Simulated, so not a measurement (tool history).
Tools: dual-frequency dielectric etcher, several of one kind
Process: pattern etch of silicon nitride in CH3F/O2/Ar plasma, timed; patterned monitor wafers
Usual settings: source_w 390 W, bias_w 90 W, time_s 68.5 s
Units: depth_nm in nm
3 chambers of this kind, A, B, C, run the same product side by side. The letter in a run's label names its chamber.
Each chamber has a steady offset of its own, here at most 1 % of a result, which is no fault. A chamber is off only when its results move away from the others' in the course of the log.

run   hour  source_w  bias_w  time_s  hours since the last wet clean  hours since the last source power generator calibration  hours since the last bias power generator calibration  read-back reference wafer on the same gauge, depth_nm  depth_nm
 1B    3.8       390      90    68.5                           286.0                                                   2599.9                                                  181.0                                                 44.111    51.663
 2A    9.5       390      90    68.5                            53.7                                                    114.8                                                  424.3                                                 44.071    51.418
 3C   14.5       390      90    68.5                           389.1                                                   1810.8                                                 2053.4                                                 44.065    51.024
 4A   18.6       390      90    68.5                            62.8                                                    123.9                                                  433.4                                                 44.096    50.967
 5B   22.7       390      90    68.5                           304.9                                                   2618.8                                                  199.9                                                 44.082    51.376
 6C   26.3       390      90    68.5                           400.9                                                   1822.6                                                 2065.2                                                 44.081    51.015
 7C   29.3       390      90    68.5                           403.9                                                   1825.6                                                 2068.2                                                 44.096    51.356
 8A   34.6       390      90    68.5                            78.8                                                    139.9                                                  449.4                                                 44.130    51.034
 9B   40.4       390      90    68.5                           322.6                                                   2636.5                                                  217.6                                                 44.079    51.593
10B   44.2       390      90    68.5                           326.4                                                   2640.3                                                  221.4                                                 44.142    51.554
11C   48.0       390      90    68.5                           422.6                                                   1844.3                                                 2086.9                                                 44.067    51.182
12A   51.8       390      90    68.5                            96.0                                                    157.1                                                  466.6                                                 44.093    50.888
13C   56.8       390      90    68.5                           431.4                                                   1853.1                                                 2095.7                                                 44.099    51.140
14B   60.3       390      90    75.0                           342.5                                                   2656.4                                                  237.5                                                 44.086    56.687
15A   64.4       390      90    75.0                           108.6                                                    169.7                                                  479.2                                                 44.082    55.981
16B   69.4       390      90    75.0                           351.6                                                   2665.5                                                  246.6                                                 44.046    56.619
17C   73.6       390      90    68.5                           448.2                                                   1869.9                                                 2112.5                                                 44.118    51.317
18A   76.4       390      90    68.5                           120.6                                                    181.7                                                  491.2                                                 44.037    51.047
19C   80.9       390      90    68.5                           455.5                                                   1877.2                                                 2119.8                                                 44.107    51.302
20B   84.7       390      90    68.5                           366.9                                                   2680.8                                                  261.9                                                 44.082    51.954
21A   88.7       390      90    68.5                           132.9                                                    194.0                                                  503.5                                                 44.130    51.276
22A   93.6       390      90    68.5                           137.8                                                    198.9                                                  508.4                                                 44.086    51.185
23B   97.7       390      90    68.5                           379.9                                                   2693.8                                                  274.9                                                 44.126    51.552
24C  100.6       390      71    79.0                           475.2                                                   1896.9                                                 2139.5                                                 44.080    54.360
25C  104.2       390      71    79.0                           478.8                                                   1900.5                                                 2143.1                                                 44.052    54.531
26A  107.9       390      71    79.0                           152.1                                                    213.2                                                  522.7                                                 44.119    54.437
27B  110.5       390      90    68.5                           392.7                                                   2706.6                                                  287.7                                                 44.089    51.624
28B  113.8       390      90    68.5                           396.0                                                   2709.9                                                  291.0                                                 44.065    51.677
29C  117.1       390      90    55.5                           491.7                                                   1913.4                                                 2156.0                                                 44.139    41.665
30A  122.0       390      90    55.5                           166.2                                                    227.3                                                  536.8                                                 44.112    41.282
31B  127.5       390      90    55.5                           409.7                                                   2723.6                                                  304.7                                                 44.109    41.806
32C  133.3       390      90    68.5                           507.9                                                   1929.6                                                 2172.2                                                 44.072    51.451
33A  137.6       390      90    68.5                           181.8                                                    242.9                                                  552.4                                                 44.096    51.209
34A  141.1       390      90    68.5                           185.3                                                    246.4                                                  555.9                                                 44.081    51.268
35C  145.9       390      90    68.5                           520.5                                                   1942.2                                                 2184.8                                                 44.054    51.267
36B  149.7       390      90    68.5                           431.9                                                   2745.8                                                  326.9                                                 44.113    51.799
37C  153.1       390      98    68.5                           527.7                                                   1949.4                                                 2192.0                                                 44.099    52.790
38B  158.5       390      98    68.5                           440.7                                                   2754.6                                                  335.7                                                 44.121    53.275
39A  162.9       390      98    68.5                           207.1                                                    268.2                                                  577.7                                                 44.102    52.534

What goes on in this fleet: one chamber off, a drifting gauge, or nothing beyond the chambers' own small offsets? Name the chamber and the cause, if any.

No chamber stands off beyond its own small offset, and the gauge holds steady.

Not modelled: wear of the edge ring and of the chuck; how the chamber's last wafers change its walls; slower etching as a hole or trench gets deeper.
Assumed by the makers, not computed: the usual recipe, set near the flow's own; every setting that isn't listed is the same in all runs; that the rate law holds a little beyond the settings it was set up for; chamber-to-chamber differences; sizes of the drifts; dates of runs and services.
